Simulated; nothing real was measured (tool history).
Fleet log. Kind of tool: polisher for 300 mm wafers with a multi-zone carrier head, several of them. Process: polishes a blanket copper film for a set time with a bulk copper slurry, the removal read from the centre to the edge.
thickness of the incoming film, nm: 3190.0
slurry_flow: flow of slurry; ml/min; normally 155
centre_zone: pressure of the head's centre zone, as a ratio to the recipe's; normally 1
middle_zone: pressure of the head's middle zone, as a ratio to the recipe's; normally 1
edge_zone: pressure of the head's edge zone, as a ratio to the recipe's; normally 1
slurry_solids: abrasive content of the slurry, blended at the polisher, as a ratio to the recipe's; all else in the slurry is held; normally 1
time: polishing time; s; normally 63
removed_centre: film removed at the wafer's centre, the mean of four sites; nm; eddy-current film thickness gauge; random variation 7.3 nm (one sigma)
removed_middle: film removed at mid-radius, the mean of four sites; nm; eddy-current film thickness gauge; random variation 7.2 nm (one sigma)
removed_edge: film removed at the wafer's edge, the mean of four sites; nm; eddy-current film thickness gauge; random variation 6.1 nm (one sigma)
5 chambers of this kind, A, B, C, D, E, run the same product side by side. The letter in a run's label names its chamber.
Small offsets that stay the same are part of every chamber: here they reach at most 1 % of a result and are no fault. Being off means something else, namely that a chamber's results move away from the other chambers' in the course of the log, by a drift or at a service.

run	day	slurry_flow	centre_zone	middle_zone	edge_zone	slurry_solids	time	removed_centre	removed_middle	removed_edge
1B	0.25	155	1	1	1	1	63	551	542.15	542.29
2A	0.6	155	1	1	1	1	63	526.71	546.38	539.91
3D	0.862	155	1	1	1	1	63	538.51	547.77	532.12
4E	1.246	155	1	1	1	1	63	550.06	542.76	545.18
# day 1.5: chamber B: edge zone pressure recalibrated
5C	1.75	155	1	1	1	1	63	533.8	541.07	540.47
6C	2.1	155	1	1	1	1	63	551.57	530.17	532.36
# day 2.267: chamber D: worn pad replaced by a new one
# day 2.275: chamber C: slurry nozzle cleaned
7B	2.512	155	1	1	1	1	63	533.09	543.82	533.73
8A	2.767	155	1	1	1	1	63	543.44	546.02	541.49
9D	3.038	155	1	1	1	1	63	540.01	540.13	535.78
10E	3.479	155	1	1	1	1	63	545.48	526.05	550.74
# day 3.95: chamber A: edge zone pressure recalibrated
# day 3.992: chamber A: slurry nozzle cleaned
11E	4.021	155	1	1	1	1	63	533.18	533.96	543.45
# day 4.183: chamber E: worn pad replaced by a new one
12C	4.354	155	1	1	1	1	63	541.78	552.82	537.01
13A	4.738	155	1	1	1	1	63	535.69	542.54	541.33
# day 4.846: chamber B: centre zone pressure recalibrated
# day 4.921: chamber C: centre zone pressure recalibrated
14B	5.083	155	1	1	1	1	63	542.24	550.07	538.76
# day 5.221: chamber A: worn pad replaced by a new one
# day 5.275: chamber C: worn pad replaced by a new one
15D	5.4	155	1	1	1	1	63	537.11	540.97	543.29
16D	5.821	190	1	1	1.05	1	63	560.75	569.06	576.33
17B	6.25	190	1	1	1.05	1	63	569.45	563.96	558.26
# day 6.696: chamber D: worn pad replaced by a new one
18A	6.7	190	1	1	1.05	1	63	552.47	555.21	561.83
19C	7.133	190	1	1	1.05	1	63	556.19	560.96	557.39
20E	7.579	190	1	1	1.05	1	63	570.02	562.71	558.75
21A	8.046	155	1	1	1	1	63	541.07	524.07	535.82
22B	8.283	155	1	1	1	1	63	551.84	555.09	540.99
# day 8.55: chamber E: edge zone pressure recalibrated
23E	8.704	155	1	1	1	1	63	535.64	517.75	541.6
# day 8.742: chamber B: worn pad replaced by a new one
# day 8.929: chamber B: slurry nozzle cleaned
24C	9.117	155	1	1	1	1	63	532.01	545.01	536.28
25D	9.554	155	1	1	1	1	63	540.58	540.29	540.57
# day 9.804: chamber A: centre zone pressure recalibrated
26A	9.996	155	1	1	1	1	63	541.7	533.56	541.06
27B	10.242	155	1	1	1	1	63	549.49	548.41	530.56
28C	10.608	155	1	1	1	1	63	538.02	544.24	528.2
# day 10.875: chamber D: worn pad replaced by a new one
# day 11.092: chamber E: slurry nozzle cleaned
29E	11.096	155	1	1	1	1	84	725.07	712.67	721.61
30D	11.496	155	1	1	1	1	84	724.39	717.93	722.01
# day 11.721: chamber E: worn pad replaced by a new one
31C	11.867	155	1	1	1	1	84	706.55	716.15	717.46
32E	12.404	155	1	1	1	1	84	706.58	722.5	720.95
33D	12.758	155	1	1	1	1	84	711.74	703.63	708.81
# day 13.008: chamber A: slurry nozzle cleaned
34B	13.246	155	1	1	1	1	63	529.11	536.27	547.45
35A	13.538	155	1	1	1	1	63	537.57	536.25	533.26
36E	13.962	190	0.92	1	1	1	63	508.8	558.97	556.38

Decide between three cases: one chamber stands off from its peers, the gauge reading all wafers drifts, or nothing is wrong past each chamber's small offset. Where a chamber is off, say which and what most likely put it there.

All chambers stay in line apart from their small fixed offsets, and the gauge does not drift.
